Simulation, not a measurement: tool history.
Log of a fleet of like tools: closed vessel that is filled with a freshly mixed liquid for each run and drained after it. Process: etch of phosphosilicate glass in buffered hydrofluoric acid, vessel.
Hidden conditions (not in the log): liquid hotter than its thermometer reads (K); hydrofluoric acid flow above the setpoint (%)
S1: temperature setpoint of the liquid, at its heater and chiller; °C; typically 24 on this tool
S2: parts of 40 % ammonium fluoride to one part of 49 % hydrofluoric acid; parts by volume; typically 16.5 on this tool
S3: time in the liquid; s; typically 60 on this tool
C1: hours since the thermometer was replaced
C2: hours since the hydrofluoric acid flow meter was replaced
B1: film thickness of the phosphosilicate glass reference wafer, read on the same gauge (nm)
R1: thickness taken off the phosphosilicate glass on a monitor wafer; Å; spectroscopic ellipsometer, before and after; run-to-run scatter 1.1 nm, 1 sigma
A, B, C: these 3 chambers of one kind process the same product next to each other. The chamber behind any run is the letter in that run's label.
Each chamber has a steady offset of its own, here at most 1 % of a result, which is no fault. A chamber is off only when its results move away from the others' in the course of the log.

| run | hour | S1 | S2 | S3 | C1 | C2 | B1 | R1 |
|---|---|---|---|---|---|---|---|---|
| 1B | 3.3 | 24 | 16.5 | 60 | 678.2 | 1878.9 | 89.987 | 1196.4 |
| 2C | 9.4 | 24 | 16.5 | 60 | 179 | 1736.1 | 90.006 | 1223.6 |
| 3A | 15.7 | 24 | 16.5 | 60 | 321.9 | 1384.4 | 89.99 | 1240.5 |
| 4B | 20.4 | 24 | 16.5 | 60 | 695.3 | 1896 | 89.999 | 1203.2 |
| 5C | 25.9 | 24 | 16.5 | 60 | 195.5 | 1752.6 | 89.99 | 1186.7 |
| 6A | 32.7 | 24 | 16.5 | 60 | 338.9 | 1401.4 | 90.016 | 1247.5 |
| 7C | 38 | 24 | 16.5 | 60 | 207.6 | 1764.7 | 90.005 | 1226 |
| 8B | 41.8 | 24 | 16.5 | 60 | 716.7 | 1917.4 | 90.006 | 1194.4 |
| 9A | 45.2 | 24 | 16.5 | 60 | 351.4 | 1413.9 | 90.004 | 1248.9 |
| 10A | 50.4 | 24 | 16.5 | 60 | 356.6 | 1419.1 | 90.011 | 1259.3 |
| 11B | 54.2 | 24 | 16.5 | 60 | 729.1 | 1929.8 | 90.001 | 1197.5 |
| 12C | 61.1 | 24 | 16.5 | 60 | 230.7 | 1787.8 | 90.016 | 1189.2 |
| 13C | 64.2 | 24 | 16.5 | 60 | 233.8 | 1790.9 | 90.008 | 1216.2 |
| 14A | 69.7 | 24 | 16.5 | 60 | 375.9 | 1438.4 | 90.001 | 1266.4 |
| 15B | 73.6 | 24 | 16.5 | 60 | 748.5 | 1949.2 | 89.992 | 1200.6 |
| 16A | 78.6 | 27 | 16.5 | 60 | 384.8 | 1447.3 | 90.011 | 1527.4 |
| 17C | 84.6 | 27 | 16.5 | 60 | 254.2 | 1811.3 | 90.012 | 1429.2 |
| 18B | 90.2 | 27 | 16.5 | 60 | 765.1 | 1965.8 | 89.977 | 1400.8 |
| 19C | 94.4 | 24 | 16.5 | 60 | 264 | 1821.1 | 89.97 | 1214 |
|  | 99.3 | chamber C: hydrofluoric acid flow meter replaced |
| 20A | 99.7 | 24 | 16.5 | 60 | 405.9 | 1468.4 | 89.992 | 1311.6 |
| 21B | 105.4 | 25.5 | 13 | 60 | 780.3 | 1981 | 89.997 | 1629.4 |
| 22B | 112.3 | 25.5 | 13 | 60 | 787.2 | 1987.9 | 90.006 | 1640.7 |
| 23C | 117.6 | 25.5 | 13 | 60 | 287.2 | 18.3 | 90.006 | 1652.9 |
| 24A | 122.5 | 24 | 16.5 | 60 | 428.7 | 1491.2 | 90.013 | 1353.3 |
| 25B | 127.1 | 19.5 | 16.5 | 60 | 802 | 2002.7 | 89.99 | 941.73 |
| 26A | 130.2 | 19.5 | 16.5 | 60 | 436.4 | 1498.9 | 90.005 | 1064.2 |
| 27C | 134.5 | 19.5 | 16.5 | 60 | 304.1 | 35.2 | 90.006 | 934.85 |
| 28C | 137.9 | 24 | 16.5 | 60 | 307.5 | 38.6 | 89.999 | 1221.5 |
| 29A | 142.7 | 24 | 21.5 | 40 | 448.9 | 1511.4 | 89.993 | 723.23 |

Predict what each chamber gives when all 3 of them run the settings below next.
| 30A | 147.9 | 24 | 16.5 | 90 |  |  |  | ? |
| 30B | 147.9 | 24 | 16.5 | 90 |  |  |  | ? |
| 30C | 147.9 | 24 | 16.5 | 90 |  |  |  | ? |

| run | R1 |
|---|---|
| 30A | 2092.9 |
| 30B | 1793.6 |
| 30C | 1829.6 |

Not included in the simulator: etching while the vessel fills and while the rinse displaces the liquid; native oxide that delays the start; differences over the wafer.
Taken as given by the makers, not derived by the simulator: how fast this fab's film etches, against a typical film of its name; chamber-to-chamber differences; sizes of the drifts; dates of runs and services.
